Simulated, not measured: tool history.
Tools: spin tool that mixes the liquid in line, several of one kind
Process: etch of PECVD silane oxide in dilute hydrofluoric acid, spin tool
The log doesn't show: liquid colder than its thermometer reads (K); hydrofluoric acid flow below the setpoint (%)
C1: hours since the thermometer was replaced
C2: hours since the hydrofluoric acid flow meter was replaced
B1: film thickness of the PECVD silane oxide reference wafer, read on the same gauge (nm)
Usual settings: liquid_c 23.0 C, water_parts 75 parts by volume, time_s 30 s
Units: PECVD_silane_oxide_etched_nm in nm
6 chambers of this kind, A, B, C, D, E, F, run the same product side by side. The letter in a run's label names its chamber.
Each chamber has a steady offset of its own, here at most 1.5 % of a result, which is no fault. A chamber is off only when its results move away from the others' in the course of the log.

run 1D day=0.258 | liquid_c=23.0 water_parts=75 time_s=30 | C1=656.3 C2=1275.4 | B1=59.993 | PECVD_silane_oxide_etched_nm=12.2440
run 2C day=0.600 | liquid_c=23.0 water_parts=75 time_s=30 | C1=610.7 C2=509.0 | B1=60.003 | PECVD_silane_oxide_etched_nm=12.2450
run 3A day=0.996 | liquid_c=23.0 water_parts=75 time_s=30 | C1=1214.1 C2=211.2 | B1=59.999 | PECVD_silane_oxide_etched_nm=12.2850
run 4B day=1.496 | liquid_c=23.0 water_parts=75 time_s=30 | C1=1887.2 C2=286.3 | B1=59.991 | PECVD_silane_oxide_etched_nm=12.4620
run 5E day=1.988 | liquid_c=23.0 water_parts=75 time_s=30 | C1=548.3 C2=383.3 | B1=60.010 | PECVD_silane_oxide_etched_nm=12.2660
run 6F day=2.508 | liquid_c=23.0 water_parts=75 time_s=30 | C1=537.3 C2=328.2 | B1=59.998 | PECVD_silane_oxide_etched_nm=12.3300
-- day=2.842 chamber A: thermometer replaced
run 7F day=2.967 | liquid_c=23.0 water_parts=75 time_s=30 | C1=548.3 C2=339.2 | B1=60.009 | PECVD_silane_oxide_etched_nm=12.4070
run 8D day=3.246 | liquid_c=23.0 water_parts=75 time_s=30 | C1=728.0 C2=1347.1 | B1=60.003 | PECVD_silane_oxide_etched_nm=12.2430
run 9E day=3.512 | liquid_c=23.0 water_parts=75 time_s=30 | C1=584.9 C2=419.9 | B1=59.985 | PECVD_silane_oxide_etched_nm=12.1680
run 10B day=4.000 | liquid_c=23.0 water_parts=75 time_s=30 | C1=1947.3 C2=346.4 | B1=60.017 | PECVD_silane_oxide_etched_nm=12.2300
run 11A day=4.250 | liquid_c=23.0 water_parts=75 time_s=30 | C1=33.8 C2=289.3 | B1=60.006 | PECVD_silane_oxide_etched_nm=12.3370
run 12C day=4.638 | liquid_c=23.0 water_parts=75 time_s=30 | C1=707.6 C2=605.9 | B1=60.012 | PECVD_silane_oxide_etched_nm=12.1460
run 13E day=5.038 | liquid_c=20.5 water_parts=40 time_s=30 | C1=621.5 C2=456.5 | B1=59.997 | PECVD_silane_oxide_etched_nm=21.4610
run 14C day=5.358 | liquid_c=20.5 water_parts=40 time_s=30 | C1=724.9 C2=623.2 | B1=60.017 | PECVD_silane_oxide_etched_nm=21.2180
run 15D day=5.875 | liquid_c=20.5 water_parts=40 time_s=30 | C1=791.1 C2=1410.2 | B1=60.008 | PECVD_silane_oxide_etched_nm=20.9150
run 16A day=6.321 | liquid_c=20.5 water_parts=40 time_s=30 | C1=83.5 C2=339.0 | B1=59.989 | PECVD_silane_oxide_etched_nm=21.6930
run 17F day=6.838 | liquid_c=20.5 water_parts=40 time_s=30 | C1=641.2 C2=432.1 | B1=59.983 | PECVD_silane_oxide_etched_nm=21.8640
run 18B day=7.125 | liquid_c=20.5 water_parts=40 time_s=30 | C1=2022.3 C2=421.4 | B1=60.019 | PECVD_silane_oxide_etched_nm=21.3470
run 19D day=7.529 | liquid_c=23.0 water_parts=75 time_s=30 | C1=830.8 C2=1449.9 | B1=60.004 | PECVD_silane_oxide_etched_nm=11.9110
run 20B day=7.900 | liquid_c=23.0 water_parts=75 time_s=30 | C1=2040.9 C2=440.0 | B1=60.007 | PECVD_silane_oxide_etched_nm=12.3550
run 21A day=8.329 | liquid_c=23.0 water_parts=75 time_s=30 | C1=131.7 C2=387.2 | B1=59.998 | PECVD_silane_oxide_etched_nm=12.2430
run 22E day=8.596 | liquid_c=23.0 water_parts=75 time_s=30 | C1=706.9 C2=541.9 | B1=59.990 | PECVD_silane_oxide_etched_nm=12.2810
run 23C day=8.829 | liquid_c=23.0 water_parts=75 time_s=30 | C1=808.2 C2=706.5 | B1=60.026 | PECVD_silane_oxide_etched_nm=12.2830
-- day=8.867 chamber A: hydrofluoric acid flow meter replaced
run 24F day=9.346 | liquid_c=18.5 water_parts=75 time_s=15 | C1=701.4 C2=492.3 | B1=60.009 | PECVD_silane_oxide_etched_nm=5.1254
-- day=9.425 chamber C: hydrofluoric acid flow meter replaced
run 25A day=9.650 | liquid_c=18.5 water_parts=75 time_s=15 | C1=163.4 C2=18.9 | B1=59.990 | PECVD_silane_oxide_etched_nm=5.0653
run 26C day=10.121 | liquid_c=18.5 water_parts=75 time_s=15 | C1=839.2 C2=16.8 | B1=59.989 | PECVD_silane_oxide_etched_nm=5.0764
run 27E day=10.633 | liquid_c=18.5 water_parts=75 time_s=15 | C1=755.8 C2=590.8 | B1=60.000 | PECVD_silane_oxide_etched_nm=5.0689
run 28D day=10.996 | liquid_c=18.5 water_parts=75 time_s=15 | C1=914.0 C2=1533.1 | B1=59.992 | PECVD_silane_oxide_etched_nm=4.9144
run 29B day=11.462 | liquid_c=18.5 water_parts=75 time_s=15 | C1=2126.4 C2=525.5 | B1=59.984 | PECVD_silane_oxide_etched_nm=5.0641
run 30F day=11.800 | liquid_c=23.0 water_parts=75 time_s=30 | C1=760.3 C2=551.2 | B1=60.005 | PECVD_silane_oxide_etched_nm=12.3160
run 31B day=12.312 | liquid_c=26.0 water_parts=95 time_s=30 | C1=2146.8 C2=545.9 | B1=59.994 | PECVD_silane_oxide_etched_nm=10.6880
run 32A day=12.650 | liquid_c=26.0 water_parts=95 time_s=30 | C1=235.4 C2=90.9 | B1=60.027 | PECVD_silane_oxide_etched_nm=10.6530
run 33C day=13.158 | liquid_c=26.0 water_parts=95 time_s=30 | C1=912.1 C2=89.7 | B1=59.999 | PECVD_silane_oxide_etched_nm=10.5590
run 34E day=13.496 | liquid_c=26.0 water_parts=95 time_s=30 | C1=824.5 C2=659.5 | B1=59.990 | PECVD_silane_oxide_etched_nm=10.7040
-- day=13.746 chamber B: thermometer replaced
run 35D day=14.008 | liquid_c=26.0 water_parts=95 time_s=30 | C1=986.3 C2=1605.4 | B1=60.004 | PECVD_silane_oxide_etched_nm=10.2320
-- day=14.462 chamber F: hydrofluoric acid flow meter replaced
run 36F day=14.529 | liquid_c=26.0 water_parts=95 time_s=30 | C1=825.8 C2=1.6 | B1=60.021 | PECVD_silane_oxide_etched_nm=10.6750
run 37F day=14.779 | liquid_c=23.0 water_parts=75 time_s=30 | C1=831.8 C2=7.6 | B1=59.993 | PECVD_silane_oxide_etched_nm=12.3470
run 38B day=15.067 | liquid_c=23.0 water_parts=75 time_s=30 | C1=31.7 C2=612.0 | B1=59.989 | PECVD_silane_oxide_etched_nm=12.3120
-- day=15.288 chamber E: hydrofluoric acid flow meter replaced
run 39A day=15.438 | liquid_c=23.0 water_parts=75 time_s=30 | C1=302.3 C2=157.8 | B1=59.987 | PECVD_silane_oxide_etched_nm=12.2060
run 40D day=15.950 | liquid_c=23.0 water_parts=75 time_s=30 | C1=1032.9 C2=1652.0 | B1=59.999 | PECVD_silane_oxide_etched_nm=11.4060
run 41C day=16.425 | liquid_c=23.0 water_parts=75 time_s=30 | C1=990.5 C2=168.1 | B1=60.008 | PECVD_silane_oxide_etched_nm=12.3500
run 42E day=16.858 | liquid_c=23.0 water_parts=75 time_s=30 | C1=905.2 C2=37.7 | B1=60.001 | PECVD_silane_oxide_etched_nm=12.2890
run 43A day=17.325 | liquid_c=23.0 water_parts=75 time_s=30 | C1=347.6 C2=203.1 | B1=59.996 | PECVD_silane_oxide_etched_nm=12.3480

All 6 chambers run these settings next. Forecast each chamber's results:
run 44A day=17.708 | liquid_c=23.0 water_parts=100 time_s=30 | PECVD_silane_oxide_etched_nm=?
run 44B day=17.708 | liquid_c=23.0 water_parts=100 time_s=30 | PECVD_silane_oxide_etched_nm=?
run 44C day=17.708 | liquid_c=23.0 water_parts=100 time_s=30 | PECVD_silane_oxide_etched_nm=?
run 44D day=17.708 | liquid_c=23.0 water_parts=100 time_s=30 | PECVD_silane_oxide_etched_nm=?
run 44E day=17.708 | liquid_c=23.0 water_parts=100 time_s=30 | PECVD_silane_oxide_etched_nm=?
run 44F day=17.708 | liquid_c=23.0 water_parts=100 time_s=30 | PECVD_silane_oxide_etched_nm=?

run=44A PECVD_silane_oxide_etched_nm=8.8345
run=44B PECVD_silane_oxide_etched_nm=8.9451
run=44C PECVD_silane_oxide_etched_nm=8.9139
run=44D PECVD_silane_oxide_etched_nm=8.3445
run=44E PECVD_silane_oxide_etched_nm=9.0072
run=44F PECVD_silane_oxide_etched_nm=8.9538
